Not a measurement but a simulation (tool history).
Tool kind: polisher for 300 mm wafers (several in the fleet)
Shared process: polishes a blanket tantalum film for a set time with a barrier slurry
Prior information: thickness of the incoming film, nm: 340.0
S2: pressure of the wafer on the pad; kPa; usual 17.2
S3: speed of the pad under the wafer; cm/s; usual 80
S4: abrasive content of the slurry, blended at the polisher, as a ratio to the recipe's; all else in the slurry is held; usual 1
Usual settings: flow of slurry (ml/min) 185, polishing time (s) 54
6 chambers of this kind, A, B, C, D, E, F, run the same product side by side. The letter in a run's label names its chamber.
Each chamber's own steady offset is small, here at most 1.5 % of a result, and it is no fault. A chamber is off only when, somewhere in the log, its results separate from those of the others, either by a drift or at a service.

{"run": "1B", "hour": 12.3, "flow of slurry (ml/min)": 185, "S2": 17.2, "S3": 80, "S4": 1, "polishing time (s)": 54, "film removed (angstrom)": 927.34}
{"hour": 17.5, "done": "chamber A: worn pad replaced by a new one"}
{"run": "2A", "hour": 25.3, "flow of slurry (ml/min)": 185, "S2": 17.2, "S3": 80, "S4": 1, "polishing time (s)": 54, "film removed (angstrom)": 926.98}
{"hour": 35.8, "done": "chamber C: worn pad replaced by a new one"}
{"run": "3D", "hour": 38.2, "flow of slurry (ml/min)": 185, "S2": 17.2, "S3": 80, "S4": 1, "polishing time (s)": 54, "film removed (angstrom)": 911.85}
{"hour": 38.4, "done": "chamber D: head pressure recalibrated"}
{"hour": 40.7, "done": "chamber B: slurry nozzle cleaned"}
{"run": "4C", "hour": 48.3, "flow of slurry (ml/min)": 185, "S2": 17.2, "S3": 80, "S4": 1, "polishing time (s)": 54, "film removed (angstrom)": 916.73}
{"hour": 49.0, "done": "chamber F: worn pad replaced by a new one"}
{"hour": 51.2, "done": "chamber A: head pressure recalibrated"}
{"hour": 59.4, "done": "chamber E: worn pad replaced by a new one"}
{"run": "5F", "hour": 63.3, "flow of slurry (ml/min)": 185, "S2": 17.2, "S3": 80, "S4": 1, "polishing time (s)": 54, "film removed (angstrom)": 929.04}
{"run": "6E", "hour": 74.9, "flow of slurry (ml/min)": 185, "S2": 17.2, "S3": 80, "S4": 1, "polishing time (s)": 54, "film removed (angstrom)": 922.38}
{"hour": 78.4, "done": "chamber B: worn pad replaced by a new one"}
{"hour": 78.4, "done": "chamber D: worn pad replaced by a new one"}
{"run": "7B", "hour": 85.1, "flow of slurry (ml/min)": 185, "S2": 17.2, "S3": 80, "S4": 1, "polishing time (s)": 54, "film removed (angstrom)": 942.63}
{"hour": 89.1, "done": "chamber C: slurry blender recalibrated"}
{"run": "8D", "hour": 93.4, "flow of slurry (ml/min)": 185, "S2": 17.2, "S3": 80, "S4": 1, "polishing time (s)": 54, "film removed (angstrom)": 896.96}
{"hour": 104.8, "done": "chamber E: slurry nozzle cleaned"}
{"run": "9A", "hour": 108.6, "flow of slurry (ml/min)": 185, "S2": 17.2, "S3": 80, "S4": 1.15, "polishing time (s)": 67, "film removed (angstrom)": 1194.4}
{"hour": 119.9, "done": "chamber A: worn pad replaced by a new one"}
{"run": "10F", "hour": 122.8, "flow of slurry (ml/min)": 185, "S2": 17.2, "S3": 80, "S4": 1.15, "polishing time (s)": 67, "film removed (angstrom)": 1200.2}
{"run": "11C", "hour": 131.3, "flow of slurry (ml/min)": 185, "S2": 17.2, "S3": 80, "S4": 1.15, "polishing time (s)": 67, "film removed (angstrom)": 1202.5}
{"hour": 133.9, "done": "chamber C: worn pad replaced by a new one"}
{"run": "12E", "hour": 140.2, "flow of slurry (ml/min)": 185, "S2": 17.2, "S3": 80, "S4": 1.15, "polishing time (s)": 67, "film removed (angstrom)": 1197.6}
{"hour": 147.6, "done": "chamber F: worn pad replaced by a new one"}
{"run": "13A", "hour": 149.7, "flow of slurry (ml/min)": 185, "S2": 17.2, "S3": 80, "S4": 1.15, "polishing time (s)": 67, "film removed (angstrom)": 1190.6}
{"hour": 152.4, "done": "chamber E: worn pad replaced by a new one"}
{"hour": 162.0, "done": "chamber B: worn pad replaced by a new one"}
{"run": "14B", "hour": 162.7, "flow of slurry (ml/min)": 185, "S2": 17.2, "S3": 80, "S4": 1.15, "polishing time (s)": 67, "film removed (angstrom)": 1186.1}
{"hour": 165.9, "done": "chamber D: worn pad replaced by a new one"}
{"hour": 177.2, "done": "chamber E: slurry blender recalibrated"}
{"run": "15C", "hour": 178.2, "flow of slurry (ml/min)": 185, "S2": 17.2, "S3": 80, "S4": 1, "polishing time (s)": 54, "film removed (angstrom)": 921.16}
{"hour": 183.6, "done": "chamber F: slurry nozzle cleaned"}
{"run": "16E", "hour": 190.1, "flow of slurry (ml/min)": 185, "S2": 17.2, "S3": 80, "S4": 1, "polishing time (s)": 54, "film removed (angstrom)": 921.77}
{"run": "17D", "hour": 203.8, "flow of slurry (ml/min)": 185, "S2": 17.2, "S3": 80, "S4": 1, "polishing time (s)": 54, "film removed (angstrom)": 919.75}
{"hour": 212.2, "done": "chamber F: slurry blender recalibrated"}
{"hour": 212.8, "done": "chamber A: worn pad replaced by a new one"}
{"run": "18F", "hour": 219.5, "flow of slurry (ml/min)": 185, "S2": 17.2, "S3": 80, "S4": 1, "polishing time (s)": 54, "film removed (angstrom)": 930.88}
{"hour": 222.1, "done": "chamber D: slurry blender recalibrated"}
{"run": "19F", "hour": 229.7, "flow of slurry (ml/min)": 185, "S2": 17.2, "S3": 80, "S4": 1, "polishing time (s)": 54, "film removed (angstrom)": 931.15}
{"hour": 236.0, "done": "chamber C: worn pad replaced by a new one"}
{"run": "20B", "hour": 236.5, "flow of slurry (ml/min)": 185, "S2": 17.2, "S3": 80, "S4": 1, "polishing time (s)": 54, "film removed (angstrom)": 909.19}
{"hour": 237.3, "done": "chamber F: worn pad replaced by a new one"}
{"hour": 238.0, "done": "chamber E: worn pad replaced by a new one"}
{"hour": 249.4, "done": "chamber C: head pressure recalibrated"}
{"run": "21E", "hour": 249.4, "flow of slurry (ml/min)": 185, "S2": 17.2, "S3": 92, "S4": 1, "polishing time (s)": 54, "film removed (angstrom)": 1058.3}
{"hour": 252.1, "done": "chamber B: worn pad replaced by a new one"}
{"hour": 253.4, "done": "chamber A: slurry blender recalibrated"}
{"hour": 263.2, "done": "chamber D: worn pad replaced by a new one"}
{"run": "22D", "hour": 264.7, "flow of slurry (ml/min)": 185, "S2": 17.2, "S3": 92, "S4": 1, "polishing time (s)": 54, "film removed (angstrom)": 1056.5}
{"run": "23C", "hour": 275.0, "flow of slurry (ml/min)": 185, "S2": 17.2, "S3": 92, "S4": 1, "polishing time (s)": 54, "film removed (angstrom)": 1062.2}
{"run": "24A", "hour": 289.9, "flow of slurry (ml/min)": 185, "S2": 17.2, "S3": 92, "S4": 1, "polishing time (s)": 54, "film removed (angstrom)": 1061.1}
{"run": "25B", "hour": 298.0, "flow of slurry (ml/min)": 185, "S2": 17.2, "S3": 92, "S4": 1, "polishing time (s)": 54, "film removed (angstrom)": 1035.2}
{"hour": 301.8, "done": "chamber A: worn pad replaced by a new one"}
{"run": "26D", "hour": 312.8, "flow of slurry (ml/min)": 185, "S2": 17.2, "S3": 92, "S4": 1, "polishing time (s)": 54, "film removed (angstrom)": 1065.1}
{"hour": 315.2, "done": "chamber A: slurry nozzle cleaned"}
{"hour": 323.0, "done": "chamber F: worn pad replaced by a new one"}
{"run": "27E", "hour": 324.8, "flow of slurry (ml/min)": 185, "S2": 17.2, "S3": 80, "S4": 1, "polishing time (s)": 54, "film removed (angstrom)": 909.96}
{"hour": 325.9, "done": "chamber E: worn pad replaced by a new one"}
{"hour": 332.9, "done": "chamber C: worn pad replaced by a new one"}
{"run": "28F", "hour": 333.6, "flow of slurry (ml/min)": 185, "S2": 17.2, "S3": 80, "S4": 1, "polishing time (s)": 54, "film removed (angstrom)": 942.56}
{"run": "29A", "hour": 348.6, "flow of slurry (ml/min)": 185, "S2": 17.2, "S3": 80, "S4": 1, "polishing time (s)": 54, "film removed (angstrom)": 917.21}
{"hour": 354.2, "done": "chamber B: worn pad replaced by a new one"}
{"run": "30C", "hour": 356.4, "flow of slurry (ml/min)": 185, "S2": 17.2, "S3": 80, "S4": 1, "polishing time (s)": 54, "film removed (angstrom)": 925.17}
{"hour": 361.2, "done": "chamber D: worn pad replaced by a new one"}
{"run": "31F", "hour": 370.7, "flow of slurry (ml/min)": 185, "S2": 17.2, "S3": 80, "S4": 1, "polishing time (s)": 54, "film removed (angstrom)": 938.75}
{"hour": 372.0, "done": "chamber F: head pressure recalibrated"}
{"run": "32D", "hour": 378.9, "flow of slurry (ml/min)": 185, "S2": 17.2, "S3": 80, "S4": 1, "polishing time (s)": 54, "film removed (angstrom)": 907.26}
{"hour": 379.2, "done": "chamber C: slurry blender recalibrated"}
{"run": "33E", "hour": 390.1, "flow of slurry (ml/min)": 185, "S2": 17.2, "S3": 80, "S4": 1, "polishing time (s)": 45, "film removed (angstrom)": 772.21}
{"hour": 398.8, "done": "chamber C: slurry nozzle cleaned"}
{"run": "34C", "hour": 398.9, "flow of slurry (ml/min)": 185, "S2": 17.2, "S3": 80, "S4": 1, "polishing time (s)": 45, "film removed (angstrom)": 762.99}
{"hour": 402.3, "done": "chamber A: worn pad replaced by a new one"}
{"hour": 411.0, "done": "chamber F: slurry nozzle cleaned"}
{"hour": 411.2, "done": "chamber B: slurry nozzle cleaned"}
{"hour": 411.8, "done": "chamber F: worn pad replaced by a new one"}
{"run": "35A", "hour": 413.9, "flow of slurry (ml/min)": 185, "S2": 17.2, "S3": 80, "S4": 1, "polishing time (s)": 45, "film removed (angstrom)": 767.6}
{"run": "36B", "hour": 420.9, "flow of slurry (ml/min)": 185, "S2": 17.2, "S3": 80, "S4": 1, "polishing time (s)": 45, "film removed (angstrom)": 726.82}
{"hour": 422.6, "done": "chamber C: worn pad replaced by a new one"}
{"run": "37F", "hour": 431.0, "flow of slurry (ml/min)": 185, "S2": 17.2, "S3": 80, "S4": 1, "polishing time (s)": 45, "film removed (angstrom)": 770.31}
{"run": "38C", "hour": 446.3, "flow of slurry (ml/min)": 185, "S2": 17.2, "S3": 80, "S4": 1, "polishing time (s)": 45, "film removed (angstrom)": 772.6}

What goes on in this fleet: one chamber off, a drifting gauge, or nothing beyond the chambers' own small offsets? Name the chamber and the cause, if any.

One chamber, B, drifts off from the rest bit by bit.
Most likely cause: abrasive missing from the slurry, % = 17.3.
It could be hard to tell apart here from: head's pressure below its setpoint, %.

Here are 4 candidates for chamber B's next run, each the usual settings with a change, their results left as question marks. Which one brings its results back in line with what the others give on the usual settings?
To be in line, a result may differ from the other chambers' mean on the usual settings by at most: film removed (angstrom) 28
{"run": "39B-1", "hour": 457.7, "flow of slurry (ml/min)": 185, "S2": 17.9, "S3": 84, "S4": 1, "polishing time (s)": 56, "film removed (angstrom)": "?"}
{"run": "39B-2", "hour": 457.7, "flow of slurry (ml/min)": 185, "S2": 17.2, "S3": 80, "S4": 1.2, "polishing time (s)": 54, "film removed (angstrom)": "?"}
{"run": "39B-3", "hour": 457.7, "flow of slurry (ml/min)": 185, "S2": 17.2, "S3": 78, "S4": 1, "polishing time (s)": 52, "film removed (angstrom)": "?"}
{"run": "39B-4", "hour": 457.7, "flow of slurry (ml/min)": 160, "S2": 17.2, "S3": 80, "S4": 0.75, "polishing time (s)": 54, "film removed (angstrom)": "?"}

On the usual settings, the other chambers give on average: film removed (angstrom) 922.08
run=39B-1 film_removed_(angstrom)=984.29
run=39B-2 film_removed_(angstrom)=919.05
run=39B-3 film_removed_(angstrom)=816.48
run=39B-4 film_removed_(angstrom)=767.41
It is 39B-2 that realigns the chamber with its peers.

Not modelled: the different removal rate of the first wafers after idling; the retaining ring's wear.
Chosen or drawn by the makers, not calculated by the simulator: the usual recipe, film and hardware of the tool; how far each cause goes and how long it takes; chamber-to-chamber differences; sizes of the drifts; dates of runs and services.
